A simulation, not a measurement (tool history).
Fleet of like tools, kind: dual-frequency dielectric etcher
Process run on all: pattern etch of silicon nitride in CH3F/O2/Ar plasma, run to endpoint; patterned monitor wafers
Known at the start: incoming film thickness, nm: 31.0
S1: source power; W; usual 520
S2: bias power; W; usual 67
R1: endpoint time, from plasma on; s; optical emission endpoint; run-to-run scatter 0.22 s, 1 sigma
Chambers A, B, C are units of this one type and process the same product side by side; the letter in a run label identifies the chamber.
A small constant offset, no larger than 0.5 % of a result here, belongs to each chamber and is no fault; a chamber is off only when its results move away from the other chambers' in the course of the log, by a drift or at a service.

{"run": "1C", "hour": 8.1, "S1": 520, "S2": 67, "R1": 41.793}
{"run": "2A", "hour": 17.1, "S1": 520, "S2": 67, "R1": 41.439}
{"run": "3B", "hour": 25.4, "S1": 520, "S2": 67, "R1": 41.621}
{"run": "4B", "hour": 38.5, "S1": 520, "S2": 67, "R1": 41.571}
{"run": "5A", "hour": 50.4, "S1": 520, "S2": 67, "R1": 41.702}
{"run": "6C", "hour": 65.9, "S1": 520, "S2": 67, "R1": 41.579}
{"run": "7C", "hour": 78.3, "S1": 520, "S2": 67, "R1": 41.92}
{"run": "8B", "hour": 87.5, "S1": 520, "S2": 67, "R1": 41.052}
{"run": "9A", "hour": 103.3, "S1": 520, "S2": 67, "R1": 41.831}
{"hour": 108.1, "done": "chamber A: wet clean of the chamber"}
{"run": "10A", "hour": 114.9, "S1": 520, "S2": 67, "R1": 41.583}
{"run": "11C", "hour": 122.9, "S1": 400, "S2": 52, "R1": 50.638}
{"run": "12B", "hour": 130.1, "S1": 400, "S2": 52, "R1": 49.91}
{"run": "13C", "hour": 140.0, "S1": 400, "S2": 52, "R1": 50.415}
{"run": "14A", "hour": 151.4, "S1": 520, "S2": 67, "R1": 41.99}
{"hour": 158.5, "done": "chamber C: bias power generator calibrated"}
{"run": "15B", "hour": 164.6, "S1": 570, "S2": 83, "R1": 37.18}
{"run": "16B", "hour": 173.1, "S1": 570, "S2": 83, "R1": 37.064}
{"run": "17A", "hour": 185.2, "S1": 570, "S2": 83, "R1": 37.163}
{"run": "18C", "hour": 201.5, "S1": 520, "S2": 67, "R1": 41.955}
{"run": "19B", "hour": 210.1, "S1": 520, "S2": 67, "R1": 41.36}
{"run": "20A", "hour": 220.9, "S1": 520, "S2": 67, "R1": 41.631}
{"run": "21C", "hour": 231.9, "S1": 520, "S2": 67, "R1": 42.404}
{"run": "22C", "hour": 242.3, "S1": 520, "S2": 67, "R1": 42.624}
{"run": "23B", "hour": 256.3, "S1": 520, "S2": 67, "R1": 41.563}
{"run": "24A", "hour": 264.2, "S1": 520, "S2": 67, "R1": 41.503}
{"run": "25B", "hour": 274.6, "S1": 520, "S2": 67, "R1": 41.07}
{"run": "26C", "hour": 284.1, "S1": 520, "S2": 67, "R1": 42.613}
{"run": "27A", "hour": 296.1, "S1": 520, "S2": 67, "R1": 41.54}
{"hour": 301.2, "done": "chamber B: wet clean of the chamber"}
{"hour": 304.9, "done": "chamber C: source power generator calibrated"}
{"run": "28C", "hour": 309.7, "S1": 520, "S2": 67, "R1": 42.665}
{"run": "29B", "hour": 317.9, "S1": 520, "S2": 67, "R1": 41.23}
{"run": "30A", "hour": 329.8, "S1": 520, "S2": 67, "R1": 41.524}
{"run": "31C", "hour": 344.3, "S1": 520, "S2": 67, "R1": 43.113}
{"run": "32A", "hour": 355.0, "S1": 520, "S2": 67, "R1": 41.628}
{"run": "33B", "hour": 364.8, "S1": 520, "S2": 67, "R1": 41.698}
{"run": "34C", "hour": 378.1, "S1": 520, "S2": 67, "R1": 43.054}
{"run": "35A", "hour": 389.8, "S1": 520, "S2": 67, "R1": 41.531}
{"run": "36B", "hour": 400.6, "S1": 520, "S2": 67, "R1": 41.489}
{"run": "37B", "hour": 413.6, "S1": 520, "S2": 67, "R1": 41.236}
{"run": "38A", "hour": 421.8, "S1": 590, "S2": 67, "R1": 39.685}
{"run": "39C", "hour": 434.3, "S1": 590, "S2": 67, "R1": 41.436}
{"run": "40A", "hour": 442.2, "S1": 590, "S2": 67, "R1": 39.696}
{"run": "41C", "hour": 453.2, "S1": 520, "S2": 67, "R1": 43.043}
{"run": "42B", "hour": 462.3, "S1": 520, "S2": 67, "R1": 41.569}
{"run": "43C", "hour": 469.5, "S1": 520, "S2": 67, "R1": 43.709}
{"run": "44B", "hour": 480.5, "S1": 520, "S2": 67, "R1": 41.441}

Does one chamber stand apart from the rest, does the shared gauge drift, or is all well apart from small per-chamber offsets? Give the chamber and the most likely cause, where there is one.

Chamber C drifts away from the others.
Most likely cause: etch rate under this chamber's usual, % = 4.67.

Chamber C could run next with any of the 4 candidate recipes listed below; each alters the usual settings, and their results appear as question marks. Which one brings its results back in line with what the other chambers deliver on the usual settings?
In line means no further than this from the other chambers' mean on the usual settings: R1 0.78 s
{"run": "45C-1", "hour": 492.2, "S1": 480, "S2": 63, "R1": "?"}
{"run": "45C-2", "hour": 492.2, "S1": 450, "S2": 59, "R1": "?"}
{"run": "45C-3", "hour": 492.2, "S1": 560, "S2": 71, "R1": "?"}
{"run": "45C-4", "hour": 492.2, "S1": 590, "S2": 75, "R1": "?"}

Average result of the remaining chambers running the usual settings: R1 41.534 s
run=45C-1 R1=45.87
run=45C-2 R1=48.026
run=45C-3 R1=41.588
run=45C-4 R1=40.034
45C-3 brings the chamber back in line.

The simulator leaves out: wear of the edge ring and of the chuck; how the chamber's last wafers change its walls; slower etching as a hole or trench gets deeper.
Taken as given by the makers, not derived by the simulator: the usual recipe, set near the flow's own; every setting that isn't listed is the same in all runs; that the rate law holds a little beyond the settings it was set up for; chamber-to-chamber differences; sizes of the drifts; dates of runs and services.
